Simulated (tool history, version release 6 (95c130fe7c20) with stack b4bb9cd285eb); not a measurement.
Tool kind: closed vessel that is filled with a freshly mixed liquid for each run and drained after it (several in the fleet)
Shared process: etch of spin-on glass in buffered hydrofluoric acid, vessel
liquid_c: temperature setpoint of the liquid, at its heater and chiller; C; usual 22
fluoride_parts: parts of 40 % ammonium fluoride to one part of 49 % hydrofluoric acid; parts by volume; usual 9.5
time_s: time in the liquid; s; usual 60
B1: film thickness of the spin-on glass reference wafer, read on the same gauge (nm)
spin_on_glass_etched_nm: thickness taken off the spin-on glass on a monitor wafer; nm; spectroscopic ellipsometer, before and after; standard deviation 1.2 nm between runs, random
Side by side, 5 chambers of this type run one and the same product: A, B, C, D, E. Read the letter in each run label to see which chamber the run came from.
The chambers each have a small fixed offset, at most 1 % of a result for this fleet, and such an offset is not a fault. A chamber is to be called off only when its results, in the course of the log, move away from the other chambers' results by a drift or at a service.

Run 1D, hour 7.2: usual settings; B1 40.027. Result: spin_on_glass_etched_nm 192.36 nm.
Run 2A, hour 17.2: usual settings; B1 40.024. Result: spin_on_glass_etched_nm 189.9 nm.
Run 3E, hour 25: usual settings; B1 40.014. Result: spin_on_glass_etched_nm 188.39 nm.
Run 4C, hour 32.8: usual settings; B1 39.952. Result: spin_on_glass_etched_nm 189.08 nm.
Run 5B, hour 40.7: usual settings; B1 40.03. Result: spin_on_glass_etched_nm 193.48 nm.
Run 6D, hour 47.1: usual settings; B1 39.997. Result: spin_on_glass_etched_nm 192.33 nm.
Run 7A, hour 52: usual settings but fluoride_parts 8 parts by volume; B1 40.024. Result: spin_on_glass_etched_nm 225.81 nm.
Run 8E, hour 56.9: usual settings but fluoride_parts 8 parts by volume; B1 40.008. Result: spin_on_glass_etched_nm 222.33 nm.
Run 9C, hour 63: usual settings but fluoride_parts 8 parts by volume; B1 40.002. Result: spin_on_glass_etched_nm 226.16 nm.
Run 10B, hour 69.7: usual settings but fluoride_parts 8 parts by volume; B1 39.983. Result: spin_on_glass_etched_nm 224.69 nm.
Run 11D, hour 76.1: usual settings but fluoride_parts 8 parts by volume; B1 39.982. Result: spin_on_glass_etched_nm 225.59 nm.
Run 12A, hour 83.3: usual settings; B1 39.97. Result: spin_on_glass_etched_nm 191.18 nm.
Run 13C, hour 93.7: usual settings; B1 40. Result: spin_on_glass_etched_nm 190.75 nm.
Run 14B, hour 103.1: usual settings; B1 39.987. Result: spin_on_glass_etched_nm 192.06 nm.
Run 15E, hour 111.4: usual settings; B1 40.007. Result: spin_on_glass_etched_nm 189.59 nm.
Run 16E, hour 117.8: usual settings; B1 39.996. Result: spin_on_glass_etched_nm 188.9 nm.
Run 17D, hour 125.5: usual settings; B1 40.004. Result: spin_on_glass_etched_nm 195.41 nm.
Run 18B, hour 133.4: usual settings but fluoride_parts 6 parts by volume; B1 39.985. Result: spin_on_glass_etched_nm 295.03 nm.
Run 19C, hour 140.8: usual settings but fluoride_parts 6 parts by volume; B1 39.996. Result: spin_on_glass_etched_nm 301.08 nm.
Run 20A, hour 151.7: usual settings but fluoride_parts 6 parts by volume; B1 40.008. Result: spin_on_glass_etched_nm 295.15 nm.
Run 21E, hour 159.3: usual settings but fluoride_parts 6 parts by volume; B1 39.991. Result: spin_on_glass_etched_nm 294.64 nm.
Run 22B, hour 169.9: usual settings but fluoride_parts 6 parts by volume; B1 39.991. Result: spin_on_glass_etched_nm 300.69 nm.
Run 23C, hour 180.5: usual settings; B1 40.041. Result: spin_on_glass_etched_nm 189.3 nm.
Run 24D, hour 187.9: usual settings but fluoride_parts 5.5 parts by volume; B1 40.027. Result: spin_on_glass_etched_nm 331.35 nm.
Run 25A, hour 198.1: usual settings but fluoride_parts 5.5 parts by volume; B1 40.024. Result: spin_on_glass_etched_nm 317.96 nm.
Run 26C, hour 208.9: usual settings but fluoride_parts 5.5 parts by volume; B1 40.011. Result: spin_on_glass_etched_nm 325.81 nm.
Run 27A, hour 217.9: usual settings but fluoride_parts 5.5 parts by volume; B1 39.963. Result: spin_on_glass_etched_nm 320.62 nm.
Run 28E, hour 223.1: usual settings but fluoride_parts 5.5 parts by volume; B1 40. Result: spin_on_glass_etched_nm 319.8 nm.
Run 29B, hour 231.5: usual settings; B1 40.004. Result: spin_on_glass_etched_nm 192.15 nm.
Run 30D, hour 237.6: usual settings; B1 40.005. Result: spin_on_glass_etched_nm 199.13 nm.
Run 31A, hour 246.6: usual settings; B1 39.977. Result: spin_on_glass_etched_nm 191.17 nm.
Run 32C, hour 252.9: usual settings; B1 40.04. Result: spin_on_glass_etched_nm 192.47 nm.
Run 33E, hour 260.6: usual settings; B1 40.011. Result: spin_on_glass_etched_nm 189.57 nm.
Run 34D, hour 269.2: usual settings; B1 39.994. Result: spin_on_glass_etched_nm 197.56 nm.
Run 35B, hour 277: usual settings; B1 39.987. Result: spin_on_glass_etched_nm 192.31 nm.
Run 36C, hour 284.1: usual settings; B1 39.996. Result: spin_on_glass_etched_nm 192.79 nm.
Run 37A, hour 292: usual settings; B1 39.991. Result: spin_on_glass_etched_nm 192.57 nm.
Run 38D, hour 299.1: usual settings but time_s 70 s; B1 39.975. Result: spin_on_glass_etched_nm 237.04 nm.

Next, every chamber runs the same settings. What will each give?
Run 39A, hour 306.9: usual settings but liquid_c 17.5 C. Result: spin_on_glass_etched_nm ?.
Run 39B, hour 306.9: usual settings but liquid_c 17.5 C. Result: spin_on_glass_etched_nm ?.
Run 39C, hour 306.9: usual settings but liquid_c 17.5 C. Result: spin_on_glass_etched_nm ?.
Run 39D, hour 306.9: usual settings but liquid_c 17.5 C. Result: spin_on_glass_etched_nm ?.
Run 39E, hour 306.9: usual settings but liquid_c 17.5 C. Result: spin_on_glass_etched_nm ?.

run  spin_on_glass_etched_nm
39A                   148.53
39B                   150.41
39C                   150.61
39D                    158.6
39E                   147.63
